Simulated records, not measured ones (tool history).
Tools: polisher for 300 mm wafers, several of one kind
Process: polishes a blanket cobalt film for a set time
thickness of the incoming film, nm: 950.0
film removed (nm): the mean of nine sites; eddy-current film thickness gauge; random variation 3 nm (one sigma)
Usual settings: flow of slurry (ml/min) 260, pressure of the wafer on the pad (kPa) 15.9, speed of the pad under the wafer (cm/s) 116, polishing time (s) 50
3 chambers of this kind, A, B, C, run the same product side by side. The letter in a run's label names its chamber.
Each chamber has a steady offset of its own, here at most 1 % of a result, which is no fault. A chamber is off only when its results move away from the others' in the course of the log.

run	day	flow of slurry (ml/min)	pressure of the wafer on the pad (kPa)	speed of the pad under the wafer (cm/s)	polishing time (s)	wafers polished on this pad	hours since the slurry nozzle was cleaned	hours since the head pressure was calibrated	film removed (nm)
1C	0.158	260	15.9	116	50	792	402	717.5	359.52
2B	0.275	260	15.9	116	50	826	154.2	295.7	358.29
# day 0.404: chamber B: worn pad replaced by a new one
3A	0.458	260	15.9	116	50	184	127.9	602.2	362.75
4B	0.612	260	15.9	116	50	75	162.3	303.8	355.18
5A	0.742	260	15.9	116	50	285	134.7	609	360.23
6C	0.879	260	15.9	116	50	1050	419.3	734.8	358.1
7B	1	260	14.5	116	66	214	171.6	313.1	437.09
8C	1.183	260	14.5	116	66	1159	426.6	742.1	431.26
9A	1.371	260	14.5	116	66	510	149.8	624.1	435.42
# day 1.475: chamber C: worn pad replaced by a new one
10A	1.533	260	15.9	116	50	568	153.7	628	368.76
11B	1.721	260	15.9	116	50	471	188.9	330.4	363.02
12C	1.858	260	15.9	116	50	137	442.8	758.3	360.29
# day 1.938: chamber A: worn pad replaced by a new one
13B	2.042	260	15.9	116	50	586	196.6	338.1	367.21
14A	2.179	260	15.9	116	50	87	169.2	643.5	369.72
15C	2.317	260	15.9	116	50	301	453.8	769.3	356.98
16B	2.433	260	15.9	116	50	726	206	347.5	357.47
# day 2.458: chamber B: worn pad replaced by a new one
17A	2.517	260	15.9	116	50	207	177.3	651.6	375.64
18C	2.638	260	15.9	116	50	416	461.5	777	360.63
19C	2.738	260	15.9	116	50	452	463.9	779.4	361.99
20B	2.929	260	15.9	116	50	168	217.9	359.4	358.07
21A	3.038	175	15.9	86	50	393	189.8	664.1	266.36
22A	3.175	175	15.9	86	50	442	193.1	667.4	267.74
23C	3.267	175	15.9	86	50	641	476.6	792.1	255.63
24B	3.4	260	15.9	116	50	337	229.2	370.7	358.19
25C	3.496	260	15.9	116	50	723	482.1	797.6	360.2
26B	3.638	260	15.9	116	50	422	234.9	376.4	354.84
27A	3.75	260	15.9	116	50	648	206.9	681.2	378.64
28C	3.858	260	15.9	116	50	852	490.8	806.3	362.84
29A	3.979	260	15.9	116	50	730	212.4	686.7	384.33
30B	4.079	260	15.9	116	50	579	245.5	387	362.94

What goes on in this fleet: one chamber off, a drifting gauge, or nothing beyond the chambers' own small offsets? Name the chamber and the cause, if any.

Chamber A drifts away from the others.
Cause: head's pressure above its setpoint, % = 6.98.

Here are 4 candidates for chamber A's next run, each the usual settings with a change, their results left as question marks. Which one brings its results back in line with what the others give on the usual settings?
In line means no further than this from the other chambers' mean on the usual settings: film removed (nm) 10
31A-1	4.217	260	15.9	108	50				?
31A-2	4.217	260	15.9	100	50				?
31A-3	4.217	260	15.9	120	52				?
31A-4	4.217	260	15.9	116	59				?

The other chambers' mean on the usual settings: film removed (nm) 360.11
run	film removed (nm)
31A-1	360.45
31A-2	333.32
31A-3	417.19
31A-4	457.34
31A-1 brings the chamber back in line.

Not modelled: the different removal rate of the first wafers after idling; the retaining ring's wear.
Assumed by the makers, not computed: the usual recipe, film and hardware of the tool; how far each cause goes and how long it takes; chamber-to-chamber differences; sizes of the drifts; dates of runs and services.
